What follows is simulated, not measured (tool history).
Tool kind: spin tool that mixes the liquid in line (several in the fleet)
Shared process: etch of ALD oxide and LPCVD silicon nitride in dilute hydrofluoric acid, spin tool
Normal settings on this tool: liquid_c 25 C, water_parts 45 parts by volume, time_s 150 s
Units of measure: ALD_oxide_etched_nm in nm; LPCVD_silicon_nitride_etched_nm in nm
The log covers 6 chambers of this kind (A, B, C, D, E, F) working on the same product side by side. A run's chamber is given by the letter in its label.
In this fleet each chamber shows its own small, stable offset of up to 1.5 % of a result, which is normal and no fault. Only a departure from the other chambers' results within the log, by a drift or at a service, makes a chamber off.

run,hour,liquid_c,water_parts,time_s,"read-back film thickness of the ALD oxide reference wafer, read on the same gauge (nm)","read-back film thickness of the LPCVD silicon nitride reference wafer, read on the same gauge (nm)",ALD_oxide_etched_nm,LPCVD_silicon_nitride_etched_nm
1A,3.2,25,45,150,130,119.97,45.342,1.9819
2B,8.1,25,45,150,130.01,120,45.917,1.9617
3F,13.6,25,45,150,129.99,120,45.583,1.9675
# hour 14.6: chamber F: hydrofluoric acid flow meter replaced
4E,18.9,25,45,150,130.01,120.01,45.508,1.9533
5C,22.9,25,45,150,130.01,119.99,45.517,1.9781
6D,27.3,25,45,150,129.97,120,44.771,1.929
7D,32,25,45,150,130.02,120.01,44.651,1.9194
8F,35.2,25,45,150,130,119.99,45.641,2.0054
9E,40.8,27,45,150,129.96,119.97,49.356,2.2303
10A,46,27,45,150,130.02,119.99,49.407,2.2011
11B,52.2,27,45,150,129.99,120.03,49.657,2.1882
12C,57.5,27,45,150,130.02,119.99,49.54,2.2313
13B,63.9,27,45,150,130.01,120,49.83,2.1888
14C,71,27,45,150,129.96,120.01,49.004,2.2465
15F,77.3,25,45,150,129.96,120,45.513,1.8939
16E,81.1,25,60,225,129.99,119.98,50.33,2.177
17A,86,25,60,225,130.01,120.02,49.686,2.2443
18D,89.3,25,60,225,129.98,120.01,49.78,2.2054
19C,93.3,25,60,225,130.01,120,50.061,2.2198
20D,97.7,25,60,225,129.99,119.99,49.951,2.1967
21E,101.8,25,60,225,130.01,120,50.836,2.2598
# hour 102.1: chamber B: hydrofluoric acid flow meter replaced
22B,109,25,45,150,129.99,119.98,46.088,1.9314
23A,112.3,25,45,150,130,119.99,45.393,1.8967
24F,116.7,25,45,150,129.99,120.01,45.604,1.966
25A,121.5,25,45,150,129.98,120.01,45.778,1.9872
26E,125.7,25,45,150,129.99,120,45.581,1.9877
27C,129.7,25,45,150,129.97,120,45.669,1.9371
28D,133.1,25,45,150,130.01,120.01,44.912,1.9433
29B,136.3,25,45,150,129.99,120,46.096,1.9337
30F,141.7,25,45,150,129.98,119.99,45.997,1.9335
31C,148.6,25,45,150,129.99,119.99,45.448,1.9851
32A,153.7,25,45,150,130,119.99,45.668,1.9637
33F,157.3,25,45,150,130.01,120.02,45.573,1.9357
34E,162.4,25,45,150,129.97,119.99,45.758,1.9661
35D,167.7,25,45,150,130.02,120,45.505,1.948
36B,173.1,25,45,150,130,120.01,46.073,1.9643
37E,178.3,25,45,150,130,120.01,45.921,2.0006

What goes on in this fleet: one chamber off, a drifting gauge, or nothing beyond the chambers' own small offsets? Name the chamber and the cause, if any.

No chamber is off and the gauge is stable; the differences are just each chamber's small, constant offset.

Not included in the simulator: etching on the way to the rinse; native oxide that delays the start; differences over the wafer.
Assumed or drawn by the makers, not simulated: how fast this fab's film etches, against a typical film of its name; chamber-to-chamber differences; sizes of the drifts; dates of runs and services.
